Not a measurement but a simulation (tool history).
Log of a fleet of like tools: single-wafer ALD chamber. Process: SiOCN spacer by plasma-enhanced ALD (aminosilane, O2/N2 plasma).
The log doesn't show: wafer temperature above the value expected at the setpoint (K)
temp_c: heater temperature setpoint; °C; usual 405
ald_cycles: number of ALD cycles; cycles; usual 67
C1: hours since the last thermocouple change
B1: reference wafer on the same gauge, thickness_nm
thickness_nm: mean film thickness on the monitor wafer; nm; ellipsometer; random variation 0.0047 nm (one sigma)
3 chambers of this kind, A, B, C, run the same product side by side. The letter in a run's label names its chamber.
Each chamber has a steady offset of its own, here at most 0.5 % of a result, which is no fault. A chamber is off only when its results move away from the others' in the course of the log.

run 1B hour=9.5 | temp_c=405 ald_cycles=67 | C1=363.8 | B1=3.5804 | thickness_nm=3.9867
-- hour=14.9 chamber C: thermocouple changed; heater temperature recalibrated
run 2C hour=24.8 | temp_c=405 ald_cycles=67 | C1=10 | B1=3.5815 | thickness_nm=3.9751
run 3A hour=37.1 | temp_c=405 ald_cycles=67 | C1=721.2 | B1=3.582 | thickness_nm=3.9652
run 4C hour=49.8 | temp_c=405 ald_cycles=67 | C1=35 | B1=3.5827 | thickness_nm=3.9757
run 5B hour=60.8 | temp_c=405 ald_cycles=67 | C1=415.1 | B1=3.5828 | thickness_nm=3.9903
run 6A hour=70 | temp_c=405 ald_cycles=67 | C1=754.1 | B1=3.5825 | thickness_nm=3.9597
run 7C hour=81.9 | temp_c=405 ald_cycles=67 | C1=67.1 | B1=3.5842 | thickness_nm=3.9722
run 8B hour=90.7 | temp_c=405 ald_cycles=67 | C1=445 | B1=3.5825 | thickness_nm=3.9878
run 9A hour=101.3 | temp_c=405 ald_cycles=67 | C1=785.4 | B1=3.5837 | thickness_nm=3.9604
run 10B hour=117.4 | temp_c=405 ald_cycles=67 | C1=471.7 | B1=3.5835 | thickness_nm=3.9933
run 11A hour=128 | temp_c=405 ald_cycles=67 | C1=812.1 | B1=3.5842 | thickness_nm=3.9635
run 12C hour=137.7 | temp_c=405 ald_cycles=67 | C1=122.9 | B1=3.5854 | thickness_nm=3.9755
run 13C hour=147.1 | temp_c=405 ald_cycles=67 | C1=132.3 | B1=3.5853 | thickness_nm=3.9673
run 14B hour=154.9 | temp_c=405 ald_cycles=67 | C1=509.2 | B1=3.585 | thickness_nm=3.994
run 15A hour=164.5 | temp_c=405 ald_cycles=67 | C1=848.6 | B1=3.5847 | thickness_nm=3.9678
run 16B hour=175.8 | temp_c=405 ald_cycles=67 | C1=530.1 | B1=3.5858 | thickness_nm=4.0027
run 17A hour=187.7 | temp_c=405 ald_cycles=67 | C1=871.8 | B1=3.5861 | thickness_nm=3.9617
run 18C hour=200 | temp_c=405 ald_cycles=67 | C1=185.2 | B1=3.5867 | thickness_nm=3.984
run 19A hour=211.4 | temp_c=405 ald_cycles=67 | C1=895.5 | B1=3.5872 | thickness_nm=3.9743
run 20B hour=220.6 | temp_c=405 ald_cycles=67 | C1=574.9 | B1=3.5873 | thickness_nm=4.0004
run 21C hour=232.3 | temp_c=393 ald_cycles=58 | C1=217.5 | B1=3.5871 | thickness_nm=3.5023
run 22A hour=241.2 | temp_c=393 ald_cycles=58 | C1=925.3 | B1=3.588 | thickness_nm=3.4898
run 23B hour=253.3 | temp_c=393 ald_cycles=58 | C1=607.6 | B1=3.5893 | thickness_nm=3.5188
run 24C hour=260.4 | temp_c=405 ald_cycles=67 | C1=245.6 | B1=3.589 | thickness_nm=3.9816
run 25A hour=267.8 | temp_c=405 ald_cycles=67 | C1=951.9 | B1=3.589 | thickness_nm=3.9673
run 26C hour=276.1 | temp_c=405 ald_cycles=67 | C1=261.3 | B1=3.5893 | thickness_nm=3.9851
run 27B hour=290.8 | temp_c=405 ald_cycles=67 | C1=645.1 | B1=3.5896 | thickness_nm=3.9971
run 28A hour=306.1 | temp_c=405 ald_cycles=67 | C1=990.2 | B1=3.5903 | thickness_nm=3.9818
run 29B hour=313.8 | temp_c=405 ald_cycles=67 | C1=668.1 | B1=3.5901 | thickness_nm=3.9994
run 30C hour=325.5 | temp_c=405 ald_cycles=67 | C1=310.7 | B1=3.5909 | thickness_nm=3.9836
run 31B hour=333.5 | temp_c=405 ald_cycles=67 | C1=687.8 | B1=3.5917 | thickness_nm=4.0012
run 32C hour=345.8 | temp_c=405 ald_cycles=67 | C1=331 | B1=3.5916 | thickness_nm=3.9843
run 33A hour=361 | temp_c=398 ald_cycles=57 | C1=1045.1 | B1=3.5928 | thickness_nm=3.444
run 34B hour=368.2 | temp_c=398 ald_cycles=57 | C1=722.5 | B1=3.591 | thickness_nm=3.454
run 35A hour=382.7 | temp_c=398 ald_cycles=57 | C1=1066.8 | B1=3.593 | thickness_nm=3.4384
-- hour=391.8 chamber A: thermocouple changed; heater temperature recalibrated
run 36C hour=398.5 | temp_c=391 ald_cycles=67 | C1=383.7 | B1=3.5938 | thickness_nm=4.0468
run 37A hour=412.2 | temp_c=391 ald_cycles=67 | C1=20.5 | B1=3.5928 | thickness_nm=4.0445
run 38B hour=426.3 | temp_c=391 ald_cycles=67 | C1=780.6 | B1=3.5931 | thickness_nm=4.0733
run 39C hour=440.1 | temp_c=405 ald_cycles=67 | C1=425.3 | B1=3.5955 | thickness_nm=3.9805
run 40A hour=448.7 | temp_c=405 ald_cycles=67 | C1=57 | B1=3.595 | thickness_nm=3.9748
run 41C hour=460.8 | temp_c=405 ald_cycles=67 | C1=446 | B1=3.5955 | thickness_nm=3.9841
run 42B hour=473.7 | temp_c=405 ald_cycles=67 | C1=828 | B1=3.5961 | thickness_nm=4.0088
run 43A hour=481.8 | temp_c=405 ald_cycles=67 | C1=90.1 | B1=3.5972 | thickness_nm=3.9909
run 44C hour=493.4 | temp_c=418 ald_cycles=67 | C1=478.6 | B1=3.5958 | thickness_nm=3.8301

All 3 chambers run these settings next. Forecast each chamber's results:
run 45A hour=505.1 | temp_c=405 ald_cycles=67 | thickness_nm=?
run 45B hour=505.1 | temp_c=405 ald_cycles=67 | thickness_nm=?
run 45C hour=505.1 | temp_c=405 ald_cycles=67 | thickness_nm=?

run=45A thickness_nm=3.982
run=45B thickness_nm=4.0079
run=45C thickness_nm=3.9897
